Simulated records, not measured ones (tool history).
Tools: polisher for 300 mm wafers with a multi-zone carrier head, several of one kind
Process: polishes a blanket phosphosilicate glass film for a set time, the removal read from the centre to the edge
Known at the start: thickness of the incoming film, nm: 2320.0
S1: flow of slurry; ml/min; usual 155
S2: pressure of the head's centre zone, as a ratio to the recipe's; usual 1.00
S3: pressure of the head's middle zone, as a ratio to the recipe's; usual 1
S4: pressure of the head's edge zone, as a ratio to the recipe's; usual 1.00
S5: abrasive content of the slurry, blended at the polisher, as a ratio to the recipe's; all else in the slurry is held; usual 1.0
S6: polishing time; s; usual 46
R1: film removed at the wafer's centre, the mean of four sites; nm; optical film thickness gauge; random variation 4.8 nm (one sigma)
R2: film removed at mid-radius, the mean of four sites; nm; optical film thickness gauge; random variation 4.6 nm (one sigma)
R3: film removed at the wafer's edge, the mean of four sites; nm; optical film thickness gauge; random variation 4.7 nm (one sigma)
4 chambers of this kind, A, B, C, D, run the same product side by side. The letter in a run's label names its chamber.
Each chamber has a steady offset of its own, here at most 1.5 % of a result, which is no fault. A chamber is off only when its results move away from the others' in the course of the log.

{"hour": 7.5, "done": "chamber C: worn pad replaced by a new one"}
{"run": "1B", "hour": 9.7, "S1": 155, "S2": 1.0, "S3": 1, "S4": 1.0, "S5": 1.0, "S6": 46, "R1": 535.57, "R2": 529.69, "R3": 532.87}
{"run": "2A", "hour": 18.8, "S1": 155, "S2": 1.0, "S3": 1, "S4": 1.0, "S5": 1.0, "S6": 46, "R1": 529.55, "R2": 530.0, "R3": 533.41}
{"hour": 20.8, "done": "chamber C: edge zone pressure recalibrated"}
{"run": "3D", "hour": 31.9, "S1": 155, "S2": 1.0, "S3": 1, "S4": 1.0, "S5": 1.0, "S6": 46, "R1": 540.13, "R2": 529.31, "R3": 522.53}
{"hour": 35.5, "done": "chamber B: worn pad replaced by a new one"}
{"run": "4C", "hour": 44.0, "S1": 155, "S2": 1.0, "S3": 1, "S4": 1.0, "S5": 1.0, "S6": 46, "R1": 530.4, "R2": 526.37, "R3": 527.08}
{"hour": 55.2, "done": "chamber D: worn pad replaced by a new one"}
{"hour": 58.1, "done": "chamber A: worn pad replaced by a new one"}
{"run": "5B", "hour": 58.3, "S1": 155, "S2": 1.0, "S3": 1, "S4": 1.0, "S5": 1.0, "S6": 46, "R1": 528.38, "R2": 518.78, "R3": 532.4}
{"run": "6A", "hour": 73.3, "S1": 155, "S2": 1.0, "S3": 1, "S4": 0.92, "S5": 1.0, "S6": 46, "R1": 535.9, "R2": 527.27, "R3": 504.99}
{"hour": 85.8, "done": "chamber C: worn pad replaced by a new one"}
{"hour": 87.9, "done": "chamber A: slurry nozzle cleaned"}
{"run": "7D", "hour": 88.3, "S1": 155, "S2": 1.0, "S3": 1, "S4": 0.92, "S5": 1.0, "S6": 46, "R1": 533.73, "R2": 520.19, "R3": 500.84}
{"run": "8C", "hour": 97.7, "S1": 155, "S2": 1.0, "S3": 1, "S4": 0.92, "S5": 1.0, "S6": 46, "R1": 527.49, "R2": 533.63, "R3": 516.31}
{"run": "9D", "hour": 110.7, "S1": 155, "S2": 1.0, "S3": 1, "S4": 0.92, "S5": 1.0, "S6": 46, "R1": 536.87, "R2": 529.66, "R3": 500.63}
{"hour": 120.4, "done": "chamber B: worn pad replaced by a new one"}
{"run": "10A", "hour": 124.4, "S1": 155, "S2": 1.0, "S3": 1, "S4": 1.0, "S5": 1.0, "S6": 46, "R1": 527.5, "R2": 538.16, "R3": 519.45}
{"run": "11C", "hour": 134.7, "S1": 155, "S2": 1.0, "S3": 1, "S4": 1.0, "S5": 1.0, "S6": 46, "R1": 536.07, "R2": 520.98, "R3": 528.36}
{"hour": 140.4, "done": "chamber D: worn pad replaced by a new one"}
{"hour": 140.4, "done": "chamber A: worn pad replaced by a new one"}
{"run": "12B", "hour": 145.1, "S1": 155, "S2": 1.0, "S3": 1, "S4": 1.0, "S5": 1.0, "S6": 46, "R1": 529.04, "R2": 520.56, "R3": 526.13}
{"run": "13C", "hour": 155.1, "S1": 155, "S2": 1.0, "S3": 1, "S4": 1.0, "S5": 1.0, "S6": 46, "R1": 532.61, "R2": 529.03, "R3": 525.83}
{"run": "14B", "hour": 168.4, "S1": 155, "S2": 1.0, "S3": 1, "S4": 1.0, "S5": 1.0, "S6": 46, "R1": 530.57, "R2": 530.82, "R3": 524.46}
{"hour": 177.6, "done": "chamber C: centre zone pressure recalibrated"}
{"run": "15D", "hour": 179.0, "S1": 155, "S2": 0.93, "S3": 1, "S4": 1.0, "S5": 1.0, "S6": 31, "R1": 335.12, "R2": 354.27, "R3": 352.25}
{"hour": 184.5, "done": "chamber C: worn pad replaced by a new one"}
{"run": "16A", "hour": 190.0, "S1": 155, "S2": 0.93, "S3": 1, "S4": 1.0, "S5": 1.0, "S6": 31, "R1": 333.11, "R2": 353.02, "R3": 351.69}
{"run": "17A", "hour": 203.6, "S1": 155, "S2": 0.93, "S3": 1, "S4": 1.0, "S5": 1.0, "S6": 31, "R1": 327.54, "R2": 353.92, "R3": 349.18}
{"hour": 204.1, "done": "chamber D: slurry nozzle cleaned"}
{"hour": 208.5, "done": "chamber B: worn pad replaced by a new one"}
{"hour": 210.1, "done": "chamber D: worn pad replaced by a new one"}
{"run": "18D", "hour": 218.2, "S1": 155, "S2": 0.93, "S3": 1, "S4": 1.0, "S5": 1.0, "S6": 31, "R1": 333.14, "R2": 363.62, "R3": 356.54}
{"hour": 220.6, "done": "chamber A: worn pad replaced by a new one"}
{"run": "19B", "hour": 225.3, "S1": 155, "S2": 1.0, "S3": 1, "S4": 1.0, "S5": 1.0, "S6": 46, "R1": 526.75, "R2": 528.66, "R3": 523.51}
{"run": "20C", "hour": 234.6, "S1": 155, "S2": 1.0, "S3": 1, "S4": 1.0, "S5": 1.0, "S6": 46, "R1": 532.07, "R2": 526.43, "R3": 523.27}
{"run": "21C", "hour": 245.5, "S1": 155, "S2": 1.0, "S3": 1, "S4": 1.0, "S5": 1.0, "S6": 46, "R1": 529.27, "R2": 527.11, "R3": 528.66}
{"run": "22B", "hour": 253.9, "S1": 155, "S2": 1.0, "S3": 1, "S4": 1.0, "S5": 1.0, "S6": 46, "R1": 530.06, "R2": 525.54, "R3": 534.57}
{"hour": 256.8, "done": "chamber B: centre zone pressure recalibrated"}
{"run": "23D", "hour": 266.7, "S1": 155, "S2": 0.95, "S3": 1, "S4": 1.0, "S5": 1.3, "S6": 46, "R1": 568.68, "R2": 593.59, "R3": 591.53}
{"hour": 276.3, "done": "chamber C: worn pad replaced by a new one"}
{"run": "24A", "hour": 281.2, "S1": 155, "S2": 0.95, "S3": 1, "S4": 1.0, "S5": 1.3, "S6": 46, "R1": 554.37, "R2": 591.32, "R3": 586.14}
{"run": "25D", "hour": 288.8, "S1": 155, "S2": 0.95, "S3": 1, "S4": 1.0, "S5": 1.3, "S6": 46, "R1": 568.36, "R2": 589.43, "R3": 585.74}
{"hour": 290.2, "done": "chamber D: worn pad replaced by a new one"}
{"hour": 294.1, "done": "chamber B: slurry nozzle cleaned"}
{"run": "26C", "hour": 296.6, "S1": 155, "S2": 0.95, "S3": 1, "S4": 1.0, "S5": 1.3, "S6": 46, "R1": 565.44, "R2": 582.22, "R3": 586.8}
{"hour": 296.8, "done": "chamber B: worn pad replaced by a new one"}
{"hour": 297.6, "done": "chamber A: worn pad replaced by a new one"}
{"run": "27A", "hour": 303.6, "S1": 155, "S2": 1.0, "S3": 1, "S4": 1.0, "S5": 1.0, "S6": 46, "R1": 533.88, "R2": 531.33, "R3": 525.32}
{"run": "28B", "hour": 311.7, "S1": 155, "S2": 1.0, "S3": 1, "S4": 1.0, "S5": 1.0, "S6": 46, "R1": 531.61, "R2": 529.83, "R3": 532.82}
{"run": "29B", "hour": 326.7, "S1": 155, "S2": 1.0, "S3": 1, "S4": 1.0, "S5": 1.0, "S6": 46, "R1": 531.5, "R2": 536.35, "R3": 532.39}
{"run": "30A", "hour": 333.6, "S1": 155, "S2": 1.0, "S3": 1, "S4": 1.0, "S5": 1.0, "S6": 52, "R1": 597.38, "R2": 579.23, "R3": 588.75}
{"hour": 339.8, "done": "chamber A: edge zone pressure recalibrated"}
{"run": "31C", "hour": 347.1, "S1": 155, "S2": 1.0, "S3": 1, "S4": 1.0, "S5": 1.0, "S6": 52, "R1": 600.02, "R2": 594.61, "R3": 610.88}
{"run": "32D", "hour": 359.7, "S1": 155, "S2": 1.0, "S3": 1, "S4": 1.0, "S5": 1.0, "S6": 52, "R1": 603.46, "R2": 598.71, "R3": 597.32}
{"run": "33B", "hour": 368.5, "S1": 155, "S2": 1.0, "S3": 1, "S4": 1.0, "S5": 1.0, "S6": 52, "R1": 604.73, "R2": 591.01, "R3": 595.5}
{"hour": 379.4, "done": "chamber A: worn pad replaced by a new one"}
{"run": "34A", "hour": 383.0, "S1": 155, "S2": 1.0, "S3": 1, "S4": 1.0, "S5": 1.0, "S6": 46, "R1": 535.26, "R2": 526.3, "R3": 527.28}

Next, every chamber runs the same settings. What will each give?
{"run": "35A", "hour": 393.9, "S1": 155, "S2": 1.0, "S3": 1, "S4": 1.0, "S5": 0.9, "S6": 46, "R1": "?", "R2": "?", "R3": "?"}
{"run": "35B", "hour": 393.9, "S1": 155, "S2": 1.0, "S3": 1, "S4": 1.0, "S5": 0.9, "S6": 46, "R1": "?", "R2": "?", "R3": "?"}
{"run": "35C", "hour": 393.9, "S1": 155, "S2": 1.0, "S3": 1, "S4": 1.0, "S5": 0.9, "S6": 46, "R1": "?", "R2": "?", "R3": "?"}
{"run": "35D", "hour": 393.9, "S1": 155, "S2": 1.0, "S3": 1, "S4": 1.0, "S5": 0.9, "S6": 46, "R1": "?", "R2": "?", "R3": "?"}

run=35A R1=505.05 R2=500.19 R3=500.87
run=35B R1=503.86 R2=505.40 R3=503.55
run=35C R1=505.48 R2=498.97 R3=510.81
run=35D R1=513.00 R2=505.13 R3=496.16
